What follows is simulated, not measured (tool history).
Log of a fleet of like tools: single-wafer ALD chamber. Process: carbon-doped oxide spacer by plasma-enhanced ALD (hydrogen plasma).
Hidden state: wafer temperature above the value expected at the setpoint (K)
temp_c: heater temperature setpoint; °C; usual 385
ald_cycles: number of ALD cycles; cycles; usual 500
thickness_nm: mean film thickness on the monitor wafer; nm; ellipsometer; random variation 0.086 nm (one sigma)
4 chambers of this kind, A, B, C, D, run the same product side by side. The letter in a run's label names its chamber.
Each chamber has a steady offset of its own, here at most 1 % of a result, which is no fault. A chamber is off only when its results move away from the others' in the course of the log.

run   hour  temp_c  ald_cycles  hours since the last thermocouple change  read-back reference wafer on the same gauge, thickness_nm  thickness_nm
 1B    3.8     385         500                                     182.2                                                     27.592         24.97
 2A    7.6     385         500                                     733.4                                                     27.599        24.821
 3C   11.5     385         500                                     666.4                                                       27.6        25.156
 4D     16     385         500                                     901.3                                                     27.605        24.986
 5A   20.9     385         500                                     746.7                                                     27.621        24.889
 6C   28.2     385         437                                     683.1                                                     27.606        21.816
 7B   35.9     385         437                                     214.3                                                     27.595        21.853
 8D   40.5     385         437                                     925.8                                                     27.588         21.78
 9C   44.1     385         437                                       699                                                     27.599        21.883
10B   51.8     385         500                                     230.2                                                      27.59        24.975
11A   55.9     385         500                                     781.7                                                     27.603        24.844
12D   61.9     385         500                                     947.2                                                     27.614        24.946
13C   68.8     385         500                                     723.7                                                     27.584        25.101
14A   73.3     385         413                                     799.1                                                     27.614        20.503
15B   77.5     385         413                                     255.9                                                     27.594        20.681
16D   83.5     385         413                                     968.8                                                     27.597        20.564
17B   90.4     385         413                                     268.8                                                     27.598        20.524
18C   93.9     385         597                                     748.8                                                     27.602        29.765
19A   97.4     385         597                                     823.2                                                      27.59        29.543
20D  104.1     385         597                                     989.4                                                       27.6        29.735
21C  110.1     385         597                                       765                                                     27.576        30.105
22B  116.2     385         500                                     294.6                                                     27.612        24.938
23D  121.1     385         500                                    1006.4                                                     27.617        24.938
24A  127.7     385         500                                     853.5                                                     27.577        24.847
25C  132.1     385         500                                       787                                                     27.582        25.177
26B  139.8     385         500                                     318.2                                                      27.59        24.891
27A  144.4     385         500                                     870.2                                                     27.612        24.864
28D    148     385         500                                    1033.3                                                     27.593        24.944
29C  154.5     385         500                                     809.4                                                     27.617        25.092
30B  158.5     385         500                                     336.9                                                     27.611        25.042
31A  164.3     385         500                                     890.1                                                      27.59        24.826
32D  170.8     385         500                                    1056.1                                                     27.634        24.971
33A  175.5     385         500                                     901.3                                                     27.598        24.777
34B  181.9     385         545                                     360.3                                                     27.613        27.078

What goes on in this fleet: one chamber off, a drifting gauge, or nothing beyond the chambers' own small offsets? Name the chamber and the cause, if any.

No chamber stands off beyond its own small offset, and the gauge holds steady.
